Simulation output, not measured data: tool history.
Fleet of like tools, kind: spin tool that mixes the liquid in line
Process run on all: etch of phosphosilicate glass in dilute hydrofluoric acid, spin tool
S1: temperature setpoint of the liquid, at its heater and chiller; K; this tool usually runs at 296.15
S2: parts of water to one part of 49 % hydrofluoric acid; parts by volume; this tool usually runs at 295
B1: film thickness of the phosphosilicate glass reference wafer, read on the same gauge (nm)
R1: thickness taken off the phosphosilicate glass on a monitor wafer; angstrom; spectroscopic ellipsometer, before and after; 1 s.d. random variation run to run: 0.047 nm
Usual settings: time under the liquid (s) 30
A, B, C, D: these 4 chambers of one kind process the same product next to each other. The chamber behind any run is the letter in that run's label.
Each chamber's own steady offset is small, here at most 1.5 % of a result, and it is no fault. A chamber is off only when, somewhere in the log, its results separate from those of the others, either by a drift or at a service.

run 1C hour=10.3 | S1=296.15 S2=295 time_under_the_liquid_(s)=30 | B1=30.007 | R1=79.152
run 2D hour=21.8 | S1=296.15 S2=295 time_under_the_liquid_(s)=30 | B1=29.958 | R1=79.214
run 3B hour=32.0 | S1=296.15 S2=295 time_under_the_liquid_(s)=30 | B1=29.994 | R1=80.802
run 4A hour=43.3 | S1=296.15 S2=295 time_under_the_liquid_(s)=30 | B1=29.982 | R1=80.172
run 5A hour=50.4 | S1=296.15 S2=295 time_under_the_liquid_(s)=30 | B1=30.053 | R1=78.527
run 6B hour=62.9 | S1=296.15 S2=295 time_under_the_liquid_(s)=30 | B1=30.005 | R1=81.058
run 7C hour=70.7 | S1=296.15 S2=295 time_under_the_liquid_(s)=30 | B1=30.007 | R1=79.037
run 8D hour=78.2 | S1=296.15 S2=295 time_under_the_liquid_(s)=30 | B1=29.963 | R1=79.682
run 9A hour=88.6 | S1=296.15 S2=295 time_under_the_liquid_(s)=30 | B1=29.990 | R1=79.577
run 10C hour=98.8 | S1=296.15 S2=295 time_under_the_liquid_(s)=30 | B1=30.021 | R1=79.585
run 11D hour=106.1 | S1=296.15 S2=295 time_under_the_liquid_(s)=30 | B1=29.996 | R1=79.353
run 12B hour=115.0 | S1=298.15 S2=215 time_under_the_liquid_(s)=30 | B1=30.037 | R1=129.370
run 13C hour=126.3 | S1=298.15 S2=215 time_under_the_liquid_(s)=30 | B1=30.016 | R1=129.160
run 14D hour=133.1 | S1=298.15 S2=215 time_under_the_liquid_(s)=30 | B1=30.034 | R1=128.980
run 15A hour=144.9 | S1=298.15 S2=215 time_under_the_liquid_(s)=30 | B1=29.948 | R1=126.340
run 16B hour=151.8 | S1=296.15 S2=295 time_under_the_liquid_(s)=30 | B1=30.026 | R1=80.970
run 17A hour=162.9 | S1=296.15 S2=295 time_under_the_liquid_(s)=40 | B1=29.963 | R1=106.610
run 18B hour=171.3 | S1=296.15 S2=295 time_under_the_liquid_(s)=40 | B1=29.982 | R1=108.530
-- hour=173.5 chamber C: thermometer replaced
run 19C hour=178.6 | S1=296.15 S2=295 time_under_the_liquid_(s)=40 | B1=29.997 | R1=106.320
run 20D hour=188.9 | S1=296.15 S2=295 time_under_the_liquid_(s)=40 | B1=29.972 | R1=107.650
run 21B hour=201.5 | S1=296.15 S2=295 time_under_the_liquid_(s)=30 | B1=30.020 | R1=80.789
run 22A hour=212.1 | S1=296.15 S2=295 time_under_the_liquid_(s)=30 | B1=30.029 | R1=80.444
run 23C hour=218.9 | S1=296.15 S2=295 time_under_the_liquid_(s)=30 | B1=30.045 | R1=79.676
run 24D hour=230.3 | S1=296.15 S2=295 time_under_the_liquid_(s)=30 | B1=29.975 | R1=82.146
run 25D hour=236.3 | S1=296.15 S2=295 time_under_the_liquid_(s)=30 | B1=30.025 | R1=82.158
run 26B hour=247.8 | S1=296.15 S2=295 time_under_the_liquid_(s)=30 | B1=30.006 | R1=81.466
run 27C hour=260.5 | S1=296.15 S2=295 time_under_the_liquid_(s)=30 | B1=29.978 | R1=79.397
run 28A hour=270.1 | S1=296.15 S2=295 time_under_the_liquid_(s)=30 | B1=29.969 | R1=79.407
run 29A hour=279.9 | S1=296.15 S2=295 time_under_the_liquid_(s)=30 | B1=29.989 | R1=79.365
run 30B hour=286.2 | S1=296.15 S2=295 time_under_the_liquid_(s)=30 | B1=30.021 | R1=80.566
run 31D hour=295.0 | S1=296.15 S2=295 time_under_the_liquid_(s)=30 | B1=30.011 | R1=83.941

Is one chamber off against the others, does the gauge drift, or is nothing wrong? If a chamber is off, say which, and what the likeliest cause is.

It is chamber D that slowly wanders off from its peers.
Cause: liquid hotter than its thermometer reads (K) = 1.54.
With only this log, it may be confused with: hydrofluoric acid flow above the setpoint (%).

Chamber D could run next with any of the 4 candidate recipes listed below; each alters the usual settings, and their results appear as question marks. Which one brings its results back in line with what the other chambers deliver on the usual settings?
A result is in line if it is within this distance of the other chambers' mean on the usual settings: R1 1.700 angstrom
run 32D-1 hour=304.3 | S1=295.65 S2=295 time_under_the_liquid_(s)=30 | R1=?
run 32D-2 hour=304.3 | S1=296.15 S2=305 time_under_the_liquid_(s)=30 | R1=?
run 32D-3 hour=304.3 | S1=296.65 S2=295 time_under_the_liquid_(s)=30 | R1=?
run 32D-4 hour=304.3 | S1=296.15 S2=285 time_under_the_liquid_(s)=30 | R1=?

Usual-settings mean across the other chambers: R1 80.024 angstrom
run=32D-1 R1=83.036
run=32D-2 R1=80.880
run=32D-3 R1=85.959
run=32D-4 R1=88.368
32D-2 brings the chamber back in line.

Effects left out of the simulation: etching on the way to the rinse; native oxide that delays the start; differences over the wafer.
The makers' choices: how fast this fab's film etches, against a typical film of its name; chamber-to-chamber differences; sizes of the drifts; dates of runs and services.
